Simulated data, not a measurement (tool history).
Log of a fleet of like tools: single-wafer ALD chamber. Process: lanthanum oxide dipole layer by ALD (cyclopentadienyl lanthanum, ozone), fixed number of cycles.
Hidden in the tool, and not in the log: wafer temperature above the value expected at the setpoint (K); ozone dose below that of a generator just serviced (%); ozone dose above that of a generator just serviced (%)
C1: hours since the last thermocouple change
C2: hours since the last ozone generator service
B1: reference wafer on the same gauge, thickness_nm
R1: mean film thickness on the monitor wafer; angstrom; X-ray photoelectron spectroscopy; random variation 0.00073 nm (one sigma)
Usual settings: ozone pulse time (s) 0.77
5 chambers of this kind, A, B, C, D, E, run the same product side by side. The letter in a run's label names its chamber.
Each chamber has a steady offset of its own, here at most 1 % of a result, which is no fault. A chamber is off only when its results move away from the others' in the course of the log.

Run 1E, day 0.183: usual settings; C1 1464.8; C2 326.1; B1 0.37405. Result: R1 4.5345 angstrom.
Run 2B, day 0.412: usual settings; C1 2065.2; C2 741.5; B1 0.37414. Result: R1 4.5599 angstrom.
Run 3C, day 0.625: usual settings; C1 1453.4; C2 20.4; B1 0.37415. Result: R1 4.5437 angstrom.
Run 4D, day 0.817: usual settings; C1 1554.3; C2 497.4; B1 0.37418. Result: R1 4.5134 angstrom.
Run 5A, day 0.983: usual settings; C1 658.9; C2 655.3; B1 0.37428. Result: R1 4.5346 angstrom.
Run 6B, day 1.262: usual settings; C1 2085.6; C2 761.9; B1 0.37442. Result: R1 4.5742 angstrom.
Run 7E, day 1.521: usual settings; C1 1496.9; C2 358.2; B1 0.37449. Result: R1 4.5391 angstrom.
Run 8A, day 1.692: usual settings; C1 675.9; C2 672.3; B1 0.37441. Result: R1 4.5388 angstrom.
Run 9C, day 1.992: usual settings; C1 1486.2; C2 53.2; B1 0.37457. Result: R1 4.5351 angstrom.
Run 10D, day 2.246: usual settings; C1 1588.6; C2 531.7; B1 0.37444. Result: R1 4.5222 angstrom.
Run 11C, day 2.475: usual settings; C1 1497.8; C2 64.8; B1 0.37454. Result: R1 4.5268 angstrom.
Run 12B, day 2.675: usual settings; C1 2119.5; C2 795.8; B1 0.37447. Result: R1 4.5735 angstrom.
Run 13E, day 2.992: usual settings; C1 1532.2; C2 393.5; B1 0.37476. Result: R1 4.5217 angstrom.
Run 14D, day 3.133: usual settings; C1 1609.9; C2 553.0; B1 0.37467. Result: R1 4.5307 angstrom.
Run 15A, day 3.283: usual settings but ozone pulse time (s) 0.50; C1 714.1; C2 710.5; B1 0.37483. Result: R1 3.6252 angstrom.
Run 16B, day 3.542: usual settings but ozone pulse time (s) 0.50; C1 2140.3; C2 816.6; B1 0.37482. Result: R1 3.6769 angstrom.
Run 17C, day 3.700: usual settings but ozone pulse time (s) 0.50; C1 1527.2; C2 94.2; B1 0.37493. Result: R1 3.6564 angstrom.
Run 18E, day 3.883: usual settings but ozone pulse time (s) 0.50; C1 1553.6; C2 414.9; B1 0.37493. Result: R1 3.6468 angstrom.
At day 3.971: chamber B: ozone generator serviced.
Run 19A, day 4.196: usual settings but ozone pulse time (s) 0.50; C1 736.0; C2 732.4; B1 0.37499. Result: R1 3.6282 angstrom.
Run 20D, day 4.479: usual settings; C1 1642.2; C2 585.3; B1 0.37520. Result: R1 4.5251 angstrom.
Run 21D, day 4.625: usual settings; C1 1645.7; C2 588.8; B1 0.37500. Result: R1 4.5270 angstrom.
Run 22C, day 4.838: usual settings but ozone pulse time (s) 0.47; C1 1554.5; C2 121.5; B1 0.37528. Result: R1 3.5328 angstrom.
Run 23A, day 5.133: usual settings but ozone pulse time (s) 0.47; C1 758.5; C2 754.9; B1 0.37534. Result: R1 3.4953 angstrom.
Run 24E, day 5.304: usual settings but ozone pulse time (s) 0.47; C1 1587.7; C2 449.0; B1 0.37530. Result: R1 3.5300 angstrom.
Run 25B, day 5.467: usual settings but ozone pulse time (s) 0.47; C1 2186.5; C2 36.0; B1 0.37529. Result: R1 3.5563 angstrom.
Run 26D, day 5.617: usual settings but ozone pulse time (s) 0.47; C1 1669.5; C2 612.6; B1 0.37542. Result: R1 3.5292 angstrom.
Run 27E, day 5.900: usual settings; C1 1602.0; C2 463.3; B1 0.37543. Result: R1 4.5414 angstrom.
Run 28A, day 6.154: usual settings; C1 783.0; C2 779.4; B1 0.37543. Result: R1 4.5515 angstrom.
Run 29C, day 6.308: usual settings; C1 1589.8; C2 156.8; B1 0.37571. Result: R1 4.5435 angstrom.
Run 30B, day 6.604: usual settings; C1 2213.8; C2 63.3; B1 0.37565. Result: R1 4.6007 angstrom.
Run 31C, day 6.896: usual settings; C1 1603.9; C2 170.9; B1 0.37565. Result: R1 4.5398 angstrom.
Run 32B, day 7.204: usual settings; C1 2228.2; C2 77.7; B1 0.37559. Result: R1 4.5934 angstrom.
Run 33A, day 7.346: usual settings; C1 811.6; C2 808.0; B1 0.37568. Result: R1 4.5527 angstrom.
Run 34E, day 7.617: usual settings; C1 1643.2; C2 504.5; B1 0.37578. Result: R1 4.5421 angstrom.
Run 35D, day 7.900: usual settings; C1 1724.3; C2 667.4; B1 0.37583. Result: R1 4.5394 angstrom.
Run 36C, day 8.117: usual settings; C1 1633.2; C2 200.2; B1 0.37592. Result: R1 4.5463 angstrom.
Run 37D, day 8.304: usual settings but ozone pulse time (s) 0.64; C1 1734.0; C2 677.1; B1 0.37612. Result: R1 4.1871 angstrom.
Run 38E, day 8.579: usual settings but ozone pulse time (s) 0.64; C1 1666.3; C2 527.6; B1 0.37610. Result: R1 4.1918 angstrom.
Run 39A, day 8.854: usual settings but ozone pulse time (s) 0.64; C1 847.8; C2 844.2; B1 0.37608. Result: R1 4.1783 angstrom.
Run 40B, day 9.138: usual settings but ozone pulse time (s) 0.64; C1 2274.6; C2 124.1; B1 0.37616. Result: R1 4.2156 angstrom.
Run 41D, day 9.396: usual settings but ozone pulse time (s) 0.64; C1 1760.2; C2 703.3; B1 0.37631. Result: R1 4.1794 angstrom.
Run 42E, day 9.654: usual settings; C1 1692.1; C2 553.4; B1 0.37639. Result: R1 4.5688 angstrom.
Run 43A, day 9.858: usual settings but ozone pulse time (s) 0.67; C1 871.9; C2 868.3; B1 0.37654. Result: R1 4.2848 angstrom.
Run 44B, day 10.004: usual settings but ozone pulse time (s) 0.67; C1 2295.4; C2 144.9; B1 0.37647. Result: R1 4.3090 angstrom.

What goes on in this fleet: one chamber off, a drifting gauge, or nothing beyond the chambers' own small offsets? Name the chamber and the cause, if any.

The gauge drifts, so all chambers seem to drift together. No chamber is off.
Cause: gauge reads high (%) = 0.658.
